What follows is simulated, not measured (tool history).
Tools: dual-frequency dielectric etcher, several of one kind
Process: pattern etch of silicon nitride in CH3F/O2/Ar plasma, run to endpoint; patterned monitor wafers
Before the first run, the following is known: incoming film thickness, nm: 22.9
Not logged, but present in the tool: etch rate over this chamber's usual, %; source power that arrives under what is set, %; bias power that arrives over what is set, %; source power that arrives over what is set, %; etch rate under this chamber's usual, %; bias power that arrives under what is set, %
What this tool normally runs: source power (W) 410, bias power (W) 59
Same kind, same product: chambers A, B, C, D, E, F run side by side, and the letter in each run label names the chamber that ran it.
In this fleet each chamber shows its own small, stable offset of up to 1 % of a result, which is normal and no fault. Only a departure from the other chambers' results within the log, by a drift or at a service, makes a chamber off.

run   hour  source power (W)  bias power (W)  hours since the last wet clean  hours since the last source power generator calibration  hours since the last bias power generator calibration  endpoint time (s)
 1B   10.3               410              59                            29.8                                                   3971.1                                                  725.4             34.707
 2D   20.4               410              59                           595.2                                                   2389.1                                                 4071.4             34.703
      30.3  -- chamber E: wet clean of the chamber
 3C   35.9               410              59                           177.1                                                   2441.0                                                 3639.0             35.322
 4F   42.8               410              59                           207.3                                                    454.5                                                 1612.7             34.921
 5A   55.7               410              59                           115.3                                                   1867.6                                                 2123.0             35.545
      66.5  -- chamber F: bias power generator calibrated
 6E   68.0               410              59                            37.7                                                   2661.1                                                 1634.9             34.754
      72.3  -- chamber D: wet clean of the chamber
 7D   75.4               470              51                             3.2                                                   2444.1                                                 4126.4             33.883
 8F   82.9               470              51                           247.4                                                    494.6                                                   16.5             34.939
 9E   92.7               470              51                            62.4                                                   2685.8                                                 1659.6             34.318
10A   99.8               470              51                           159.4                                                   1911.7                                                 2167.1             35.328
11C  113.0               470              51                           254.2                                                   2518.1                                                 3716.1             35.168
12B  122.8               470              51                           142.3                                                   4083.6                                                  837.9             34.530
     127.8  -- chamber B: source power generator calibrated
13A  134.4               360              59                           194.0                                                   1946.3                                                 2201.7             37.600
14D  149.0               360              59                            76.8                                                   2517.7                                                 4200.0             36.851
15E  164.0               360              59                           133.7                                                   2757.1                                                 1730.9             36.515
16F  173.0               360              59                           337.5                                                    584.7                                                  106.6             36.400
     183.3  -- chamber A: bias power generator calibrated
17B  186.9               360              59                           206.4                                                     59.1                                                  902.0             36.841
     189.6  -- chamber F: wet clean of the chamber
18C  198.6               360              59                           339.8                                                   2603.7                                                 3801.7             37.379
19E  207.0               410              59                           176.7                                                   2800.1                                                 1773.9             34.727
20D  221.4               410              59                           149.2                                                   2590.1                                                 4272.4             34.958
21A  232.5               410              59                           292.1                                                   2044.4                                                   49.3             35.575
22C  245.7               410              59                           386.9                                                   2650.8                                                 3848.8             35.326
23B  255.6               410              59                           275.1                                                    127.8                                                  970.7             35.101
24F  268.7               410              59                            79.2                                                    680.4                                                  202.3             34.539
25F  283.8               410              59                            94.3                                                    695.5                                                  217.4             34.789
26E  293.5               410              59                           263.2                                                   2886.6                                                 1860.4             34.779
27B  302.8               410              59                           322.3                                                    175.0                                                 1017.9             35.444
     313.3  -- chamber C: wet clean of the chamber
28C  315.5               410              59                             2.2                                                   2720.6                                                 3918.6             35.148
29D  324.3               410              59                           252.1                                                   2693.0                                                 4375.3             35.314
30A  336.0               410              59                           395.6                                                   2147.9                                                  152.8             35.968
31F  349.0               410              59                           159.5                                                    760.7                                                  282.6             34.709
32E  356.4               410              59                           326.1                                                   2949.5                                                 1923.3             35.105
     357.6  -- chamber B: wet clean of the chamber
33A  365.3               410              59                           424.9                                                   2177.2                                                  182.1             35.255
34B  378.5               510              64                            20.9                                                    250.7                                                 1093.6             31.045
35D  385.6               510              64                           313.4                                                   2754.3                                                 4436.6             30.944
36C  400.2               510              64                            86.9                                                   2805.3                                                 4003.3             31.793
37B  408.6               510              64                            51.0                                                    280.8                                                 1123.7             31.604

Decide between three cases: one chamber stands off from its peers, the gauge reading all wafers drifts, or nothing is wrong past each chamber's small offset. Where a chamber is off, say which and what most likely put it there.

No chamber stands off beyond its own small offset, and the gauge holds steady.
